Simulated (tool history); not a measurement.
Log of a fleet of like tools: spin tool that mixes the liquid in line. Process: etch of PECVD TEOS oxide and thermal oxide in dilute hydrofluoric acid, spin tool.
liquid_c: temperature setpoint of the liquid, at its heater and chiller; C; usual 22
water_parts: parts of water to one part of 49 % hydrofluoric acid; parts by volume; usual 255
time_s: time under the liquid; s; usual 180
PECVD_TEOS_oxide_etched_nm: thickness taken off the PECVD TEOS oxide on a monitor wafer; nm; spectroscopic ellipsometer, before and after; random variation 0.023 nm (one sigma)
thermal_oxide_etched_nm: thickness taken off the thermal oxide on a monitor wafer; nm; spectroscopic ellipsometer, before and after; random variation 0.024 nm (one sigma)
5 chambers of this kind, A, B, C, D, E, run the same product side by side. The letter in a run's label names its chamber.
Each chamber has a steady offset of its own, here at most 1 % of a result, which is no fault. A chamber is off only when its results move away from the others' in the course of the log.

run,hour,liquid_c,water_parts,time_s,hours since the thermometer was replaced,hours since the hydrofluoric acid flow meter was replaced,"read-back film thickness of the PECVD TEOS oxide reference wafer, read on the same gauge (nm)","read-back film thickness of the thermal oxide reference wafer, read on the same gauge (nm)",PECVD_TEOS_oxide_etched_nm,thermal_oxide_etched_nm
1B,7.7,22,255,180,164.6,878.4,49.952,30.001,5.5251,2.5434
2A,16.6,22,255,180,81.0,1106.3,49.991,29.996,5.4450,2.5669
3C,29.0,22,255,180,212.9,538.7,49.986,30.024,5.5153,2.5831
4E,38.9,22,255,180,136.6,813.4,50.001,29.996,5.4661,2.6148
5D,47.9,22,255,180,123.5,429.8,50.020,29.992,5.4802,2.5892
# hour 57.9: chamber E: hydrofluoric acid flow meter replaced
6E,58.8,22,255,180,156.5,0.9,50.014,30.011,5.4626,2.6048
7A,71.1,22,255,180,135.5,1160.8,49.979,29.961,5.4756,2.5593
8D,85.4,22,255,180,161.0,467.3,49.992,30.026,5.4682,2.5832
9C,99.7,22,255,180,283.6,609.4,49.999,29.985,5.5084,2.6003
10B,107.2,22,255,180,264.1,977.9,50.023,29.995,5.5093,2.5424
11A,119.8,22,130,180,184.2,1209.5,49.962,29.970,12.1440,5.6857
12E,132.9,22,130,180,230.6,75.0,49.987,29.988,12.0820,5.8453
13B,145.6,22,130,180,302.5,1016.3,49.993,30.003,12.0340,5.7045
14D,153.7,22,130,180,229.3,535.6,49.968,30.033,11.9670,5.7597
15C,160.5,22,130,180,344.4,670.2,49.989,29.957,12.1000,5.7296
16B,170.6,22,255,180,327.5,1041.3,49.968,29.987,5.5429,2.6058
17D,179.7,22,255,180,255.3,561.6,50.002,29.952,5.4429,2.6076
18C,190.5,22,255,180,374.4,700.2,49.971,30.010,5.5017,2.5821
19A,199.2,22,255,180,263.6,1288.9,49.995,30.001,5.4248,2.5491
20E,208.3,22,255,180,306.0,150.4,50.042,29.974,5.4673,2.5530
21D,221.3,22,255,180,296.9,603.2,49.994,30.036,5.4549,2.5903
22A,233.9,22,255,180,298.3,1323.6,50.010,29.988,5.4339,2.5594
23C,243.4,22,255,180,427.3,753.1,50.027,30.031,5.5171,2.5998
24E,249.6,22,255,180,347.3,191.7,49.987,30.023,5.4517,2.6349
25B,259.7,22,255,180,416.6,1130.4,50.001,30.005,5.5072,2.5683
26D,273.0,22,255,180,348.6,654.9,49.980,29.990,5.4780,2.5785
27C,287.4,22,255,180,471.3,797.1,49.994,30.004,5.5533,2.5974
28E,299.8,22,255,180,397.5,241.9,50.024,29.987,5.4623,2.5837
29A,310.3,22,255,180,374.7,1400.0,50.007,30.005,5.4829,2.5759
30B,316.8,22,255,180,473.7,1187.5,50.028,29.985,5.5324,2.6294
31A,323.5,24,255,280,387.9,1413.2,50.028,29.979,9.1345,4.3008
32B,335.4,24,255,280,492.3,1206.1,49.992,29.997,9.1726,4.3578
33E,342.4,24,255,280,440.1,284.5,50.015,30.017,9.0860,4.3498
34D,349.2,24,255,280,424.8,731.1,49.996,29.990,9.1646,4.3437
35C,357.2,24,255,280,541.1,866.9,49.998,30.004,9.1907,4.3807
36D,365.1,22,255,180,440.7,747.0,49.986,29.993,5.4756,2.5950
37B,375.6,22,255,180,532.5,1246.3,50.000,29.989,5.4792,2.5603
# hour 382.1: chamber C: hydrofluoric acid flow meter replaced
38C,385.1,22,255,180,569.0,3.1,50.014,30.017,5.5196,2.5807
39E,395.5,22,255,180,493.2,337.6,50.031,29.967,5.4994,2.5451
40A,403.7,22,255,180,468.1,1493.4,49.997,30.009,5.4831,2.5908
41C,414.1,22,255,180,598.0,32.1,50.019,29.988,5.5165,2.5982
42A,426.4,22,255,180,490.8,1516.1,50.013,29.997,5.4578,2.5102
43B,434.7,22,255,180,591.6,1305.4,49.994,29.964,5.5185,2.5617
44E,442.5,22,255,180,540.2,384.6,49.982,29.978,5.4559,2.6125

Is one chamber off against the others, does the gauge drift, or is nothing wrong? If a chamber is off, say which, and what the likeliest cause is.

No chamber stands off beyond its own small offset, and the gauge holds steady.
